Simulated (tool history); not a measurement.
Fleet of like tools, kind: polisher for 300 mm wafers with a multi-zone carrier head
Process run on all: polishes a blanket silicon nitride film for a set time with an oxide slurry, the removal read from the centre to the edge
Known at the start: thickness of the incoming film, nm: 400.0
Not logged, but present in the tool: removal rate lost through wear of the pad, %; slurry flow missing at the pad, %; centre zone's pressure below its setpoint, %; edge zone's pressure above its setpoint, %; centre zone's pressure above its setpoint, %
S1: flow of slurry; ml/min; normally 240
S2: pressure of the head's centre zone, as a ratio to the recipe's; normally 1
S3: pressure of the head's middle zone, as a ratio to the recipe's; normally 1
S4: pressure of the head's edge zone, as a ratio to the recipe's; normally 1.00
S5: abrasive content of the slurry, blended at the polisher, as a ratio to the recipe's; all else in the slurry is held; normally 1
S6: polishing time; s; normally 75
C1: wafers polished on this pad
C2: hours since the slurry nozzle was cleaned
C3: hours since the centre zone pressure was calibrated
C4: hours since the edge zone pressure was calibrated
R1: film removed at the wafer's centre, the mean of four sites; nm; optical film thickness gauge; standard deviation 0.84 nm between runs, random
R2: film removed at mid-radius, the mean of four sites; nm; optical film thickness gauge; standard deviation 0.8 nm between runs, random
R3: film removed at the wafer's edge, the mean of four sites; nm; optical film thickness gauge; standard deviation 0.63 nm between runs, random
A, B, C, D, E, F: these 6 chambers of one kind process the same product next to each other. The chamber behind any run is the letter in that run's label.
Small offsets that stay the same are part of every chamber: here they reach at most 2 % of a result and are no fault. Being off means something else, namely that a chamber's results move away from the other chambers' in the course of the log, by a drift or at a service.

run	hour	S1	S2	S3	S4	S5	S6	C1	C2	C3	C4	R1	R2	R3
1F	10.6	240	1	1	1.00	1	75	122	273.6	509.4	13.4	62.801	64.772	63.073
# hour 12.5: chamber E: worn pad replaced by a new one
# hour 20.4: chamber D: worn pad replaced by a new one
2C	24.0	240	1	1	1.00	1	75	635	395.8	500.8	579.2	62.300	65.003	63.362
# hour 30.6: chamber C: slurry nozzle cleaned
3A	33.9	240	1	1	1.00	1	75	641	560.3	82.4	255.4	64.121	65.562	62.767
# hour 40.2: chamber A: worn pad replaced by a new one
4D	43.3	240	1	1	1.00	1	75	220	455.3	265.8	65.4	63.273	62.417	63.727
# hour 51.8: chamber C: worn pad replaced by a new one
5B	55.8	240	1	1	1.00	1	75	1218	236.8	548.7	485.1	63.000	63.706	62.460
6E	65.5	240	1	1	1.00	1	75	507	163.0	553.4	1062.4	62.045	62.067	63.924
7E	75.6	240	1	1	1.00	1	75	604	173.1	563.5	1072.5	63.861	62.099	63.579
8C	82.7	240	1	1	1.00	1	75	296	52.1	559.5	637.9	64.675	63.904	62.447
# hour 87.6: chamber B: worn pad replaced by a new one
9F	93.3	240	1	1	1.00	1	75	913	356.3	592.1	96.1	62.974	64.852	64.593
10A	101.4	240	1	1	1.00	1	75	586	627.8	149.9	322.9	63.170	65.156	63.790
11B	115.7	240	1	1	0.88	1	64	269	296.7	608.6	545.0	54.443	54.140	50.437
12D	130.0	240	1	1	0.88	1	64	1049	542.0	352.5	152.1	54.346	52.688	51.099
# hour 131.7: chamber B: slurry nozzle cleaned
# hour 133.6: chamber A: worn pad replaced by a new one
# hour 135.8: chamber E: edge zone pressure recalibrated
# hour 137.6: chamber D: worn pad replaced by a new one
# hour 138.3: chamber C: worn pad replaced by a new one
# hour 139.8: chamber E: worn pad replaced by a new one
13E	143.7	240	1	1	0.88	1	64	37	241.2	631.6	7.9	53.581	53.543	51.417
# hour 143.8: chamber A: slurry nozzle cleaned
# hour 145.4: chamber F: worn pad replaced by a new one
14B	152.1	240	1	1	0.88	1	64	617	20.4	645.0	581.4	54.440	54.124	50.598
# hour 155.5: chamber B: edge zone pressure recalibrated
15F	160.7	240	1	1	0.88	1	64	147	423.7	659.5	163.5	54.272	55.118	51.195
16D	170.7	240	1	1	0.88	1	64	316	582.7	393.2	192.8	53.992	53.727	49.958
17A	179.6	240	1	1	1.00	1	75	440	35.9	228.1	401.1	63.136	64.573	63.462
# hour 183.9: chamber F: slurry nozzle cleaned
18C	187.6	240	1	1	1.00	1	75	471	157.0	664.4	742.8	61.927	63.424	62.382
19B	197.6	240	1	1	1.00	1	75	1052	65.9	690.5	42.1	62.659	64.855	63.800
20F	209.7	240	1	1	1.00	1	75	615	25.9	708.5	212.5	64.371	63.616	64.310
# hour 218.4: chamber C: worn pad replaced by a new one
21E	218.4	240	1	1	1.00	1	75	752	315.9	706.3	82.6	64.944	61.803	63.478
# hour 222.9: chamber B: worn pad replaced by a new one
22C	227.5	240	1	1	1.00	1	75	87	196.9	704.3	782.7	64.374	65.421	62.744
# hour 227.8: chamber A: worn pad replaced by a new one
23A	241.8	240	1	1	1.00	1	75	134	98.1	290.3	463.3	63.747	63.907	63.526
# hour 247.2: chamber A: edge zone pressure recalibrated
24D	253.3	240	1	1	1.00	1	75	1107	665.3	475.8	275.4	63.918	61.564	62.337
# hour 262.4: chamber D: worn pad replaced by a new one
25D	266.9	240	1	1	1.00	1	75	43	678.9	489.4	289.0	62.297	62.484	62.712
# hour 277.3: chamber E: worn pad replaced by a new one
# hour 279.6: chamber D: slurry nozzle cleaned
26C	281.0	240	1	1	1.00	1	75	599	250.4	757.8	836.2	62.829	64.693	63.058
# hour 285.2: chamber E: slurry nozzle cleaned
27F	291.1	240	1	1	1.07	1	61	1394	107.3	789.9	293.9	51.955	51.748	53.109
# hour 301.4: chamber C: worn pad replaced by a new one
28E	302.6	240	1	1	1.07	1	61	242	17.4	790.5	166.8	51.380	51.882	54.392
# hour 309.1: chamber F: worn pad replaced by a new one
29B	312.9	240	1	1	1.07	1	61	861	181.2	805.8	157.4	51.427	51.075	52.866
# hour 320.7: chamber A: worn pad replaced by a new one
30A	324.4	240	1	1	1.07	1	61	35	180.7	372.9	77.2	50.956	52.392	53.986
31D	335.1	240	1	1	1.07	1	61	696	55.6	557.6	357.2	51.377	51.315	53.201
32E	343.9	240	1	1	1.07	1	61	637	58.7	831.8	208.1	52.260	51.569	52.901
33A	350.6	240	1	1	1.00	1	75	286	206.9	399.1	103.4	64.073	62.872	63.999
# hour 359.6: chamber B: worn pad replaced by a new one
34B	361.0	240	1	1	1.00	1	75	13	229.3	853.9	205.5	63.845	62.582	63.214
# hour 366.1: chamber C: slurry nozzle cleaned
35C	374.3	240	1	1	1.00	1	75	697	8.3	851.1	929.5	63.361	63.821	64.389
36F	383.2	240	1	1	1.00	1	75	709	199.4	882.0	386.0	64.011	64.310	63.988
37F	394.4	240	1	1	1.00	1	75	816	210.6	893.2	397.2	64.555	64.455	64.369
38E	403.1	240	1	1	1.00	1	75	1204	117.9	891.0	267.3	62.943	61.925	64.054
39B	414.4	240	1	1	1.00	1	75	524	282.7	907.3	258.9	64.238	63.994	63.885

Does one chamber stand apart from the rest, does the shared gauge drift, or is all well apart from small per-chamber offsets? Give the chamber and the most likely cause, where there is one.

Beyond each chamber's small constant offset nothing stands out, and the gauge stays steady.
